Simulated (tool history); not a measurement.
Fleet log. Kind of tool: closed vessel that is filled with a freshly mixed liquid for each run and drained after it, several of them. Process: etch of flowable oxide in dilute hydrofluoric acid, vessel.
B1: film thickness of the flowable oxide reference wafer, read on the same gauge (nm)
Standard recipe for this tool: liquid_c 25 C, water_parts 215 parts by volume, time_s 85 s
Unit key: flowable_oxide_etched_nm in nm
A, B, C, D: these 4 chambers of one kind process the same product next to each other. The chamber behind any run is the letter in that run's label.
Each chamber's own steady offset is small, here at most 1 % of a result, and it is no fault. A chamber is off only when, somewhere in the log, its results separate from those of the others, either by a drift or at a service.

{"run": "1D", "day": 0.412, "liquid_c": 25, "water_parts": 215, "time_s": 85, "B1": 30.021, "flowable_oxide_etched_nm": 11.677}
{"run": "2A", "day": 0.679, "liquid_c": 25, "water_parts": 215, "time_s": 85, "B1": 29.999, "flowable_oxide_etched_nm": 11.548}
{"day": 0.875, "done": "chamber C: thermometer replaced"}
{"run": "3C", "day": 0.962, "liquid_c": 25, "water_parts": 215, "time_s": 85, "B1": 29.991, "flowable_oxide_etched_nm": 11.69}
{"run": "4B", "day": 1.375, "liquid_c": 25, "water_parts": 215, "time_s": 85, "B1": 30.001, "flowable_oxide_etched_nm": 11.648}
{"run": "5C", "day": 1.579, "liquid_c": 25, "water_parts": 215, "time_s": 85, "B1": 30.002, "flowable_oxide_etched_nm": 11.767}
{"run": "6B", "day": 1.867, "liquid_c": 25, "water_parts": 215, "time_s": 85, "B1": 30.017, "flowable_oxide_etched_nm": 11.626}
{"run": "7A", "day": 2.304, "liquid_c": 25, "water_parts": 215, "time_s": 85, "B1": 30.002, "flowable_oxide_etched_nm": 11.591}
{"run": "8D", "day": 2.712, "liquid_c": 25, "water_parts": 215, "time_s": 85, "B1": 29.961, "flowable_oxide_etched_nm": 11.651}
{"run": "9A", "day": 2.904, "liquid_c": 29, "water_parts": 215, "time_s": 55, "B1": 29.994, "flowable_oxide_etched_nm": 8.706}
{"run": "10D", "day": 3.321, "liquid_c": 29, "water_parts": 215, "time_s": 55, "B1": 29.998, "flowable_oxide_etched_nm": 8.6568}
{"run": "11C", "day": 3.608, "liquid_c": 29, "water_parts": 215, "time_s": 55, "B1": 29.997, "flowable_oxide_etched_nm": 8.7028}
{"run": "12B", "day": 3.829, "liquid_c": 29, "water_parts": 215, "time_s": 55, "B1": 30.027, "flowable_oxide_etched_nm": 8.7231}
{"run": "13C", "day": 4.188, "liquid_c": 25, "water_parts": 215, "time_s": 85, "B1": 30.036, "flowable_oxide_etched_nm": 11.688}
{"run": "14D", "day": 4.379, "liquid_c": 25, "water_parts": 215, "time_s": 85, "B1": 29.991, "flowable_oxide_etched_nm": 11.64}
{"run": "15B", "day": 4.767, "liquid_c": 25, "water_parts": 215, "time_s": 85, "B1": 29.998, "flowable_oxide_etched_nm": 11.575}
{"run": "16A", "day": 5.108, "liquid_c": 25, "water_parts": 215, "time_s": 85, "B1": 30.013, "flowable_oxide_etched_nm": 11.641}
{"run": "17B", "day": 5.479, "liquid_c": 25, "water_parts": 215, "time_s": 85, "B1": 29.997, "flowable_oxide_etched_nm": 11.593}
{"run": "18C", "day": 5.892, "liquid_c": 25, "water_parts": 215, "time_s": 85, "B1": 30.023, "flowable_oxide_etched_nm": 11.693}
{"run": "19D", "day": 6.146, "liquid_c": 25, "water_parts": 215, "time_s": 85, "B1": 30.01, "flowable_oxide_etched_nm": 11.66}
{"run": "20A", "day": 6.575, "liquid_c": 25, "water_parts": 215, "time_s": 85, "B1": 29.965, "flowable_oxide_etched_nm": 11.645}
{"run": "21A", "day": 6.975, "liquid_c": 25, "water_parts": 215, "time_s": 85, "B1": 29.985, "flowable_oxide_etched_nm": 11.617}
{"run": "22D", "day": 7.196, "liquid_c": 20, "water_parts": 215, "time_s": 45, "B1": 29.983, "flowable_oxide_etched_nm": 5.114}
{"run": "23C", "day": 7.525, "liquid_c": 20, "water_parts": 215, "time_s": 45, "B1": 30.012, "flowable_oxide_etched_nm": 5.1274}
{"day": 7.829, "done": "chamber D: thermometer replaced"}
{"run": "24B", "day": 7.838, "liquid_c": 20, "water_parts": 215, "time_s": 45, "B1": 29.984, "flowable_oxide_etched_nm": 5.103}
{"run": "25C", "day": 8.175, "liquid_c": 20, "water_parts": 215, "time_s": 45, "B1": 29.973, "flowable_oxide_etched_nm": 5.1029}
{"run": "26A", "day": 8.408, "liquid_c": 25, "water_parts": 215, "time_s": 85, "B1": 30.016, "flowable_oxide_etched_nm": 11.622}
{"run": "27D", "day": 8.654, "liquid_c": 25, "water_parts": 215, "time_s": 85, "B1": 30.006, "flowable_oxide_etched_nm": 11.612}
{"run": "28B", "day": 9.062, "liquid_c": 25, "water_parts": 215, "time_s": 85, "B1": 30.015, "flowable_oxide_etched_nm": 11.673}
{"run": "29B", "day": 9.5, "liquid_c": 25, "water_parts": 215, "time_s": 85, "B1": 29.986, "flowable_oxide_etched_nm": 11.65}
{"run": "30D", "day": 9.846, "liquid_c": 25, "water_parts": 310, "time_s": 105, "B1": 30.007, "flowable_oxide_etched_nm": 9.1365}
{"run": "31C", "day": 10.117, "liquid_c": 25, "water_parts": 310, "time_s": 105, "B1": 29.99, "flowable_oxide_etched_nm": 9.0333}
{"run": "32A", "day": 10.371, "liquid_c": 25, "water_parts": 310, "time_s": 105, "B1": 30.006, "flowable_oxide_etched_nm": 9.0503}
{"run": "33C", "day": 10.671, "liquid_c": 25, "water_parts": 310, "time_s": 105, "B1": 29.978, "flowable_oxide_etched_nm": 9.0166}
{"run": "34B", "day": 11.033, "liquid_c": 25, "water_parts": 215, "time_s": 85, "B1": 29.984, "flowable_oxide_etched_nm": 11.679}
{"run": "35A", "day": 11.246, "liquid_c": 25, "water_parts": 315, "time_s": 85, "B1": 30.001, "flowable_oxide_etched_nm": 7.1398}
{"run": "36D", "day": 11.5, "liquid_c": 25, "water_parts": 315, "time_s": 85, "B1": 29.977, "flowable_oxide_etched_nm": 7.2063}
{"run": "37C", "day": 11.896, "liquid_c": 25, "water_parts": 315, "time_s": 85, "B1": 30.008, "flowable_oxide_etched_nm": 7.1408}
{"run": "38A", "day": 12.088, "liquid_c": 25, "water_parts": 315, "time_s": 85, "B1": 29.997, "flowable_oxide_etched_nm": 7.1391}
{"run": "39D", "day": 12.508, "liquid_c": 25, "water_parts": 215, "time_s": 85, "B1": 29.954, "flowable_oxide_etched_nm": 11.642}

Predict what each chamber gives when all 4 of them run the settings below next.
{"run": "40A", "day": 12.825, "liquid_c": 25, "water_parts": 265, "time_s": 85, "flowable_oxide_etched_nm": "?"}
{"run": "40B", "day": 12.825, "liquid_c": 25, "water_parts": 265, "time_s": 85, "flowable_oxide_etched_nm": "?"}
{"run": "40C", "day": 12.825, "liquid_c": 25, "water_parts": 265, "time_s": 85, "flowable_oxide_etched_nm": "?"}
{"run": "40D", "day": 12.825, "liquid_c": 25, "water_parts": 265, "time_s": 85, "flowable_oxide_etched_nm": "?"}

run=40A flowable_oxide_etched_nm=8.9540
run=40B flowable_oxide_etched_nm=8.9366
run=40C flowable_oxide_etched_nm=8.9710
run=40D flowable_oxide_etched_nm=9.0454

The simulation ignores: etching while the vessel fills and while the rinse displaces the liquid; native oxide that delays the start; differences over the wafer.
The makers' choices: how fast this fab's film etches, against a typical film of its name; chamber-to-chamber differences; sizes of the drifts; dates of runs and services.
